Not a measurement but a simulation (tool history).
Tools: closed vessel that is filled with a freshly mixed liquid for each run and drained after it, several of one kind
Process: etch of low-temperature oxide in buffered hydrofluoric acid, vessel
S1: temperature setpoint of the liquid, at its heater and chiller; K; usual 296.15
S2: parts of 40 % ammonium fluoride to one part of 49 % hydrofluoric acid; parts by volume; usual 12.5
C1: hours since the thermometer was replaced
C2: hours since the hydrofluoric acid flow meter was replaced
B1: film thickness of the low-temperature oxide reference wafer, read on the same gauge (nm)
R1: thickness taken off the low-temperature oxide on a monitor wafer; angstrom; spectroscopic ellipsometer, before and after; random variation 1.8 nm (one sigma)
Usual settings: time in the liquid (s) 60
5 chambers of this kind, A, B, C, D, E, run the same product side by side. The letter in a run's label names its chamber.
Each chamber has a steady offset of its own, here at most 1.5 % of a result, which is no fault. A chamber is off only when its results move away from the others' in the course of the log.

Run 1C, day 0.146: usual settings; C1 1478.8; C2 129; B1 130.04. Result: R1 2690.1 angstrom.
Run 2E, day 0.262: usual settings; C1 361.4; C2 992.1; B1 129.99. Result: R1 2642.4 angstrom.
Run 3D, day 0.35: usual settings; C1 1199; C2 621.7; B1 130. Result: R1 2666.7 angstrom.
Run 4B, day 0.542: usual settings; C1 1011.7; C2 349.9; B1 129.98. Result: R1 2675 angstrom.
Run 5A, day 0.675: usual settings; C1 729; C2 1141.9; B1 129.98. Result: R1 2619.6 angstrom.
Run 6E, day 0.762: usual settings; C1 373.4; C2 1004.1; B1 130. Result: R1 2592.4 angstrom.
Run 7C, day 0.883: usual settings but S1 292.15 K; C1 1496.5; C2 146.7; B1 129.98. Result: R1 2174.6 angstrom.
Run 8A, day 1.071: usual settings but S1 292.15 K; C1 738.5; C2 1151.4; B1 130.02. Result: R1 2087.4 angstrom.
Run 9B, day 1.229: usual settings but S1 292.15 K; C1 1028.2; C2 366.4; B1 130. Result: R1 2126.7 angstrom.
Run 10D, day 1.35: usual settings but S1 292.15 K; C1 1223; C2 645.7; B1 130. Result: R1 2154 angstrom.
Run 11D, day 1.496: usual settings but S1 292.15 K; C1 1226.5; C2 649.2; B1 130.03. Result: R1 2120.1 angstrom.
Run 12C, day 1.671: usual settings; C1 1515.4; C2 165.6; B1 129.98. Result: R1 2688.2 angstrom.
Run 13A, day 1.767: usual settings; C1 755.2; C2 1168.1; B1 130.01. Result: R1 2656 angstrom.
Run 14E, day 1.917: usual settings; C1 401.1; C2 1031.8; B1 129.99. Result: R1 2619.4 angstrom.
At day 1.933: chamber B: hydrofluoric acid flow meter replaced.
Run 15B, day 2.067: usual settings; C1 1048.3; C2 3.2; B1 130.01. Result: R1 2645.5 angstrom.
Run 16D, day 2.262: usual settings; C1 1244.9; C2 667.6; B1 129.98. Result: R1 2653.2 angstrom.
Run 17E, day 2.354: usual settings; C1 411.6; C2 1042.3; B1 130.01. Result: R1 2577.4 angstrom.
Run 18B, day 2.492: usual settings but S2 10 parts by volume; C1 1058.5; C2 13.4; B1 130.04. Result: R1 3375 angstrom.
Run 19C, day 2.65: usual settings but S2 10 parts by volume; C1 1538.9; C2 189.1; B1 130.03. Result: R1 3344.4 angstrom.
Run 20A, day 2.754: usual settings but S2 10 parts by volume; C1 778.9; C2 1191.8; B1 129.98. Result: R1 3226.4 angstrom.
Run 21D, day 2.917: usual settings but S2 10 parts by volume; C1 1260.6; C2 683.3; B1 130. Result: R1 3330.8 angstrom.
Run 22C, day 3.054: usual settings but S2 10 parts by volume; C1 1548.6; C2 198.8; B1 130.03. Result: R1 3321.3 angstrom.
Run 23A, day 3.146: usual settings; C1 788.3; C2 1201.2; B1 130. Result: R1 2620.7 angstrom.
Run 24E, day 3.246: usual settings; C1 433; C2 1063.7; B1 129.99. Result: R1 2564.7 angstrom.
Run 25B, day 3.338: usual settings; C1 1078.8; C2 33.7; B1 129.99. Result: R1 2695.8 angstrom.
Run 26D, day 3.504: usual settings; C1 1274.7; C2 697.4; B1 130.04. Result: R1 2648.2 angstrom.
Run 27B, day 3.667: usual settings; C1 1086.7; C2 41.6; B1 130.05. Result: R1 2665.3 angstrom.
Run 28A, day 3.858: usual settings; C1 805.4; C2 1218.3; B1 130. Result: R1 2660.4 angstrom.
Run 29E, day 4.012: usual settings but S1 298.65 K, time in the liquid (s) 30; C1 451.4; C2 1082.1; B1 129.98. Result: R1 1445.7 angstrom.
Run 30C, day 4.138: usual settings but S1 298.65 K, time in the liquid (s) 30; C1 1574.6; C2 224.8; B1 129.96. Result: R1 1540.2 angstrom.
Run 31C, day 4.25: usual settings but S1 298.65 K, time in the liquid (s) 30; C1 1577.3; C2 227.5; B1 129.98. Result: R1 1533.5 angstrom.
Run 32A, day 4.412: usual settings but S1 298.65 K, time in the liquid (s) 30; C1 818.7; C2 1231.6; B1 129.99. Result: R1 1508.4 angstrom.
Run 33B, day 4.579: usual settings but S1 298.65 K, time in the liquid (s) 30; C1 1108.6; C2 63.5; B1 130.01. Result: R1 1528.9 angstrom.
Run 34E, day 4.762: usual settings; C1 469.4; C2 1100.1; B1 130.02. Result: R1 2465.1 angstrom.
Run 35D, day 4.942: usual settings; C1 1309.2; C2 731.9; B1 130.01. Result: R1 2661.6 angstrom.
Run 36B, day 5.058: usual settings; C1 1120.1; C2 75; B1 129.97. Result: R1 2674.7 angstrom.
Run 37C, day 5.167: usual settings; C1 1599.3; C2 249.5; B1 130.01. Result: R1 2658.6 angstrom.
Run 38A, day 5.312: usual settings; C1 840.3; C2 1253.2; B1 130.02. Result: R1 2631.8 angstrom.
Run 39E, day 5.408: usual settings; C1 484.9; C2 1115.6; B1 129.98. Result: R1 2437.6 angstrom.
Run 40D, day 5.6: usual settings; C1 1325; C2 747.7; B1 129.97. Result: R1 2674.4 angstrom.

All 5 chambers run these settings next. Forecast each chamber's results:
Run 41A, day 5.742: usual settings. Result: R1 ?.
Run 41B, day 5.742: usual settings. Result: R1 ?.
Run 41C, day 5.742: usual settings. Result: R1 ?.
Run 41D, day 5.742: usual settings. Result: R1 ?.
Run 41E, day 5.742: usual settings. Result: R1 ?.

run      R1
41A  2619.2
41B  2666.9
41C    2687
41D  2692.5
41E  2403.7

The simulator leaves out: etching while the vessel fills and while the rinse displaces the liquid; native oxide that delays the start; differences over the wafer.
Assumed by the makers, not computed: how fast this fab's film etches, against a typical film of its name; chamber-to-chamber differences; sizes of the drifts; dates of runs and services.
